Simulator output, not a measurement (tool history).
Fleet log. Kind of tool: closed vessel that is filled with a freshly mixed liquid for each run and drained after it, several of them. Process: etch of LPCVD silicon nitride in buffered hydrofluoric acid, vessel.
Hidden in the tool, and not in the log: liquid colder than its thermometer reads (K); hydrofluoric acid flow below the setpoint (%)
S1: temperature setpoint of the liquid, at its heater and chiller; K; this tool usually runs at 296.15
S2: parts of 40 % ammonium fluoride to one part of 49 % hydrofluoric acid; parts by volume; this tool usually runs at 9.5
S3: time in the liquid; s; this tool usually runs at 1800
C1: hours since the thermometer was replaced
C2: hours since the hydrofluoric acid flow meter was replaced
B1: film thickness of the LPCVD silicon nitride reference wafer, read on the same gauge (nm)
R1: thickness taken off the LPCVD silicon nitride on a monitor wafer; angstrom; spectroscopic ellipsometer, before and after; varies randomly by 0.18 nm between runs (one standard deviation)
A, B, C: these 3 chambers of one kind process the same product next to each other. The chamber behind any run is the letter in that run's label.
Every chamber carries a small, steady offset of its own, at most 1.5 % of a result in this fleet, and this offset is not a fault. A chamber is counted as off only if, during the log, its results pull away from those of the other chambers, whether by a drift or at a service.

Run 1A, day 0.429: usual settings; C1 991.3; C2 253.1; B1 140.01. Result: R1 253.69 angstrom.
Run 2C, day 0.7: usual settings; C1 2009.2; C2 35.4; B1 140. Result: R1 255.4 angstrom.
Run 3B, day 1.121: usual settings; C1 752.2; C2 697.8; B1 140. Result: R1 256.06 angstrom.
Run 4A, day 1.5: usual settings; C1 1017; C2 278.8; B1 140. Result: R1 254.04 angstrom.
Run 5C, day 1.829: usual settings; C1 2036.3; C2 62.5; B1 140.01. Result: R1 255.85 angstrom.
Run 6B, day 2.096: usual settings; C1 775.6; C2 721.2; B1 139.98. Result: R1 254.09 angstrom.
Run 7A, day 2.517: usual settings; C1 1041.4; C2 303.2; B1 140.02. Result: R1 254.38 angstrom.
Run 8B, day 2.729: usual settings but S1 297.65 K, S2 12 parts by volume; C1 790.8; C2 736.4; B1 139.98. Result: R1 222.26 angstrom.
Run 9C, day 3.079: usual settings but S1 297.65 K, S2 12 parts by volume; C1 2066.3; C2 92.5; B1 140. Result: R1 226.16 angstrom.
Run 10A, day 3.325: usual settings but S1 297.65 K, S2 12 parts by volume; C1 1060.8; C2 322.6; B1 140.01. Result: R1 220.66 angstrom.
Run 11B, day 3.558: usual settings; C1 810.7; C2 756.3; B1 140. Result: R1 251.43 angstrom.
Run 12C, day 3.983: usual settings but S2 11.5 parts by volume, S3 1195 s; C1 2088; C2 114.2; B1 140.01. Result: R1 144.15 angstrom.
At day 3.988: chamber C: thermometer replaced.
Run 13A, day 4.3: usual settings but S2 11.5 parts by volume, S3 1195 s; C1 1084.2; C2 346; B1 139.97. Result: R1 141.94 angstrom.
Run 14C, day 4.542: usual settings but S2 11.5 parts by volume, S3 1195 s; C1 13.3; C2 127.6; B1 140.02. Result: R1 145.46 angstrom.
Run 15B, day 4.746: usual settings but S2 6.5 parts by volume; C1 839.2; C2 784.8; B1 140.02. Result: R1 357.53 angstrom.
Run 16A, day 4.988: usual settings but S2 6.5 parts by volume; C1 1100.7; C2 362.5; B1 140. Result: R1 369.01 angstrom.
Run 17B, day 5.329: usual settings but S2 6.5 parts by volume; C1 853.2; C2 798.8; B1 139.98. Result: R1 354.11 angstrom.
Run 18C, day 5.746: usual settings; C1 42.2; C2 156.5; B1 139.95. Result: R1 260.68 angstrom.
Run 19C, day 6.154: usual settings; C1 52; C2 166.3; B1 139.99. Result: R1 256.36 angstrom.
Run 20A, day 6.567: usual settings; C1 1138.6; C2 400.4; B1 139.99. Result: R1 251.04 angstrom.
Run 21B, day 6.825: usual settings; C1 889.1; C2 834.7; B1 139.99. Result: R1 242.44 angstrom.
Run 22B, day 7.142: usual settings; C1 896.7; C2 842.3; B1 140.02. Result: R1 245.4 angstrom.
Run 23A, day 7.392: usual settings; C1 1158.4; C2 420.2; B1 140.01. Result: R1 252.75 angstrom.
Run 24C, day 7.738: usual settings but S1 292.15 K; C1 90; C2 204.3; B1 139.97. Result: R1 205.05 angstrom.
Run 25B, day 8.079: usual settings but S1 292.15 K; C1 919.2; C2 864.8; B1 139.98. Result: R1 192.87 angstrom.
Run 26C, day 8.283: usual settings but S1 292.15 K; C1 103.1; C2 217.4; B1 139.99. Result: R1 206.75 angstrom.
Run 27A, day 8.625: usual settings; C1 1188; C2 449.8; B1 140. Result: R1 253.53 angstrom.
Run 28C, day 9.05: usual settings; C1 121.5; C2 235.8; B1 140. Result: R1 254.18 angstrom.
Run 29A, day 9.275: usual settings; C1 1203.6; C2 465.4; B1 140.03. Result: R1 253.15 angstrom.
Run 30B, day 9.467: usual settings; C1 952.5; C2 898.1; B1 139.97. Result: R1 242.68 angstrom.
Run 31B, day 9.8: usual settings but S3 2120 s; C1 960.5; C2 906.1; B1 140. Result: R1 285.04 angstrom.
Run 32A, day 10.038: usual settings but S3 2120 s; C1 1221.9; C2 483.7; B1 139.96. Result: R1 298.47 angstrom.
Run 33C, day 10.379: usual settings but S3 2120 s; C1 153.4; C2 267.7; B1 140. Result: R1 303.85 angstrom.
Run 34C, day 10.729: usual settings; C1 161.8; C2 276.1; B1 140. Result: R1 259.85 angstrom.
Run 35B, day 10.933: usual settings; C1 987.7; C2 933.3; B1 140. Result: R1 239.95 angstrom.
Run 36A, day 11.308: usual settings; C1 1252.4; C2 514.2; B1 139.99. Result: R1 255.89 angstrom.
Run 37C, day 11.6: usual settings; C1 182.7; C2 297; B1 139.99. Result: R1 255.37 angstrom.
Run 38B, day 12.017: usual settings; C1 1013.7; C2 959.3; B1 139.98. Result: R1 234.51 angstrom.
Run 39A, day 12.233: usual settings but S2 11.5 parts by volume, S3 1250 s; C1 1274.6; C2 536.4; B1 140.02. Result: R1 147.57 angstrom.
Run 40B, day 12.646: usual settings but S2 11.5 parts by volume, S3 1250 s; C1 1028.8; C2 974.4; B1 139.99. Result: R1 138.17 angstrom.
Run 41C, day 13.012: usual settings but S2 11.5 parts by volume, S3 1250 s; C1 216.6; C2 330.9; B1 140.01. Result: R1 150.44 angstrom.
Run 42A, day 13.283: usual settings but S2 5.5 parts by volume; C1 1299.8; C2 561.6; B1 139.98. Result: R1 423.6 angstrom.
Run 43C, day 13.629: usual settings but S2 5.5 parts by volume; C1 231.4; C2 345.7; B1 140.02. Result: R1 418.43 angstrom.

One chamber off, gauge drift, or nothing amiss beyond the chambers' own small offsets? If it is a chamber, which one, and what is the likeliest cause?

One chamber, B, drifts off from the rest bit by bit.
What lies behind it: liquid colder than its thermometer reads (K) = 1.52.
With only this log, it may be confused with: hydrofluoric acid flow below the setpoint (%).

Below are 4 candidate recipes for chamber B's next run, each the usual settings with a change, their results shown as question marks. Which of them brings B's results back in line with what the other chambers give on the usual settings?
Maximum distance from the other chambers' mean on the usual settings for a result to count as in line: R1 6.5 angstrom
Run 44B-1, day 13.938: usual settings but S1 297.65 K. Result: R1 ?.
Run 44B-2, day 13.938: usual settings but S3 1740 s. Result: R1 ?.
Run 44B-3, day 13.938: usual settings but S3 1870 s. Result: R1 ?.
Run 44B-4, day 13.938: usual settings but S2 10.5 parts by volume. Result: R1 ?.

Mean of the other chambers on the usual settings: R1 254.49 angstrom
  run      R1
44B-1  254.73
44B-2  226.44
44B-3  243.36
44B-4  216.46
The answer is 44B-1, which returns the chamber to within the allowed miss of the others.
